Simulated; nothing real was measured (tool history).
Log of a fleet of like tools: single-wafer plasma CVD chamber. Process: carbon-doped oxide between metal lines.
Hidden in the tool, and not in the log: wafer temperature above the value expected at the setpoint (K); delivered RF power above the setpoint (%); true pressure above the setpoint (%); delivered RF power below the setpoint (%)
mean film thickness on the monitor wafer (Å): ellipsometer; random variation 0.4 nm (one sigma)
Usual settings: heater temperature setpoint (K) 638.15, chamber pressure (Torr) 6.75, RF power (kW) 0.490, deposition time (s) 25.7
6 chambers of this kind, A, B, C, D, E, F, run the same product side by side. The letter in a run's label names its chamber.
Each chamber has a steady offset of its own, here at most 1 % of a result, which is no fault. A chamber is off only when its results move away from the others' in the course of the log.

| run | hour | heater temperature setpoint (K) | chamber pressure (Torr) | RF power (kW) | deposition time (s) | hours since the last thermocouple change | hours since the last RF generator calibration | hours since the last manometer calibration | read-back reference wafer on the same gauge, thickness_nm | mean film thickness on the monitor wafer (Å) |
|---|---|---|---|---|---|---|---|---|---|---|
| 1E | 5.3 | 638.15 | 6.75 | 0.490 | 25.7 | 1510.0 | 1350.5 | 2400.2 | 147.90 | 1282.9 |
| 2D | 13.1 | 638.15 | 6.75 | 0.490 | 25.7 | 1687.8 | 427.6 | 1447.1 | 148.02 | 1290.8 |
| 3F | 19.5 | 638.15 | 6.75 | 0.490 | 25.7 | 1712.4 | 847.4 | 1198.8 | 147.95 | 1271.2 |
| 4C | 27.9 | 638.15 | 6.75 | 0.490 | 25.7 | 1094.0 | 28.5 | 791.7 | 148.13 | 1293.5 |
| 5A | 34.4 | 638.15 | 6.75 | 0.490 | 25.7 | 1248.3 | 2188.8 | 1406.2 | 148.01 | 1289.6 |
| 6B | 42.9 | 638.15 | 6.75 | 0.490 | 25.7 | 44.9 | 81.8 | 138.6 | 148.10 | 1288.4 |
| 7B | 50.3 | 638.15 | 6.75 | 0.490 | 25.7 | 52.3 | 89.2 | 146.0 | 148.02 | 1293.8 |
| 8D | 59.4 | 638.15 | 6.75 | 0.490 | 25.7 | 1734.1 | 473.9 | 1493.4 | 148.03 | 1280.4 |
| 9E | 68.8 | 638.15 | 6.75 | 0.490 | 25.7 | 1573.5 | 1414.0 | 2463.7 | 148.00 | 1283.7 |
| 10A | 72.9 | 638.15 | 6.75 | 0.490 | 25.7 | 1286.8 | 2227.3 | 1444.7 | 147.95 | 1285.0 |
| 11F | 81.6 | 638.15 | 6.75 | 0.490 | 25.7 | 1774.5 | 909.5 | 1260.9 | 148.11 | 1278.7 |
| 12C | 89.5 | 638.15 | 6.75 | 0.490 | 25.7 | 1155.6 | 90.1 | 853.3 | 147.94 | 1299.1 |
| 13A | 97.5 | 638.15 | 6.75 | 0.490 | 25.7 | 1311.4 | 2251.9 | 1469.3 | 148.07 | 1284.0 |
| 14F | 105.2 | 638.15 | 6.75 | 0.490 | 25.7 | 1798.1 | 933.1 | 1284.5 | 147.98 | 1283.2 |
| 15D | 112.7 | 638.15 | 6.75 | 0.490 | 25.7 | 1787.4 | 527.2 | 1546.7 | 147.94 | 1285.5 |
| 16B | 120.6 | 638.15 | 6.75 | 0.490 | 25.7 | 122.6 | 159.5 | 216.3 | 147.95 | 1295.0 |
| 17E | 125.4 | 638.15 | 6.75 | 0.490 | 25.7 | 1630.1 | 1470.6 | 2520.3 | 148.00 | 1276.2 |
|  | 126.0 | chamber E: thermocouple changed; heater temperature recalibrated |
| 18C | 133.1 | 638.15 | 6.75 | 0.490 | 25.7 | 1199.2 | 133.7 | 896.9 | 148.08 | 1287.6 |
| 19D | 141.0 | 638.15 | 6.75 | 0.490 | 25.7 | 1815.7 | 555.5 | 1575.0 | 148.02 | 1281.4 |
| 20E | 147.1 | 638.15 | 6.75 | 0.490 | 25.7 | 21.1 | 1492.3 | 2542.0 | 148.01 | 1282.1 |
| 21C | 156.0 | 638.15 | 7.55 | 0.490 | 22.8 | 1222.1 | 156.6 | 919.8 | 147.93 | 1159.6 |
| 22F | 163.1 | 638.15 | 7.55 | 0.490 | 22.8 | 1856.0 | 991.0 | 1342.4 | 148.11 | 1152.2 |
| 23A | 167.2 | 638.15 | 7.55 | 0.490 | 22.8 | 1381.1 | 2321.6 | 1539.0 | 147.91 | 1151.0 |
| 24B | 175.6 | 638.15 | 7.55 | 0.490 | 22.8 | 177.6 | 214.5 | 271.3 | 147.97 | 1154.9 |
| 25B | 180.1 | 638.15 | 7.55 | 0.490 | 22.8 | 182.1 | 219.0 | 275.8 | 148.07 | 1156.3 |
| 26E | 186.3 | 638.15 | 7.55 | 0.490 | 22.8 | 60.3 | 1531.5 | 2581.2 | 148.06 | 1151.6 |
| 27C | 191.4 | 638.15 | 6.75 | 0.490 | 25.7 | 1257.5 | 192.0 | 955.2 | 147.90 | 1293.2 |
| 28A | 196.8 | 638.15 | 6.75 | 0.490 | 25.7 | 1410.7 | 2351.2 | 1568.6 | 147.91 | 1283.3 |
| 29F | 202.4 | 638.15 | 6.75 | 0.490 | 25.7 | 1895.3 | 1030.3 | 1381.7 | 147.94 | 1278.6 |
| 30D | 207.6 | 643.15 | 6.75 | 0.560 | 25.7 | 1882.3 | 622.1 | 1641.6 | 148.06 | 1361.3 |
| 31D | 213.5 | 643.15 | 6.75 | 0.560 | 25.7 | 1888.2 | 628.0 | 1647.5 | 148.03 | 1366.5 |
| 32A | 222.2 | 643.15 | 6.75 | 0.560 | 25.7 | 1436.1 | 2376.6 | 1594.0 | 148.14 | 1376.7 |
| 33B | 226.8 | 643.15 | 6.75 | 0.560 | 25.7 | 228.8 | 265.7 | 322.5 | 148.11 | 1386.4 |
| 34C | 232.7 | 643.15 | 6.75 | 0.560 | 25.7 | 1298.8 | 233.3 | 996.5 | 148.03 | 1385.8 |
| 35E | 240.2 | 643.15 | 6.75 | 0.560 | 25.7 | 114.2 | 1585.4 | 2635.1 | 148.02 | 1382.2 |
| 36F | 248.6 | 638.15 | 6.75 | 0.445 | 25.7 | 1941.5 | 1076.5 | 1427.9 | 148.00 | 1186.9 |
| 37F | 252.8 | 638.15 | 6.75 | 0.445 | 25.7 | 1945.7 | 1080.7 | 1432.1 | 148.09 | 1196.5 |
| 38D | 259.2 | 638.15 | 6.75 | 0.445 | 25.7 | 1933.9 | 673.7 | 1693.2 | 147.95 | 1184.1 |
| 39B | 265.4 | 638.15 | 6.75 | 0.445 | 25.7 | 267.4 | 304.3 | 361.1 | 147.92 | 1208.9 |
| 40C | 269.7 | 638.15 | 6.75 | 0.445 | 25.7 | 1335.8 | 270.3 | 1033.5 | 148.07 | 1206.1 |
| 41E | 278.5 | 638.15 | 6.75 | 0.445 | 25.7 | 152.5 | 1623.7 | 2673.4 | 147.96 | 1200.1 |
| 42A | 286.5 | 638.15 | 6.75 | 0.490 | 25.7 | 1500.4 | 2440.9 | 1658.3 | 148.09 | 1278.7 |

Is one chamber off against the others, does the gauge drift, or is nothing wrong? If a chamber is off, say which, and what the likeliest cause is.

Chamber D drifts away from the others.
Cause: delivered RF power below the setpoint (%) = 4.1.

Here are 4 candidates for chamber D's next run, each the usual settings with a change, their results left as question marks. Which one brings its results back in line with what the others give on the usual settings?
In line means no further than this from the other chambers' mean on the usual settings: mean film thickness on the monitor wafer (Å) 14.0
| 43D-1 | 293.3 | 638.15 | 6.75 | 0.485 | 25.2 |  |  |  |  | ? |
| 43D-2 | 293.3 | 638.15 | 6.75 | 0.490 | 25.8 |  |  |  |  | ? |
| 43D-3 | 293.3 | 638.15 | 6.75 | 0.490 | 25.6 |  |  |  |  | ? |
| 43D-4 | 293.3 | 638.15 | 6.76 | 0.495 | 26.2 |  |  |  |  | ? |

The other chambers' mean on the usual settings: mean film thickness on the monitor wafer (Å) 1286.0
| run | mean film thickness on the monitor wafer (Å) |
|---|---|
| 43D-1 | 1222.8 |
| 43D-2 | 1259.8 |
| 43D-3 | 1250.2 |
| 43D-4 | 1287.6 |
43D-4 brings the chamber back in line.

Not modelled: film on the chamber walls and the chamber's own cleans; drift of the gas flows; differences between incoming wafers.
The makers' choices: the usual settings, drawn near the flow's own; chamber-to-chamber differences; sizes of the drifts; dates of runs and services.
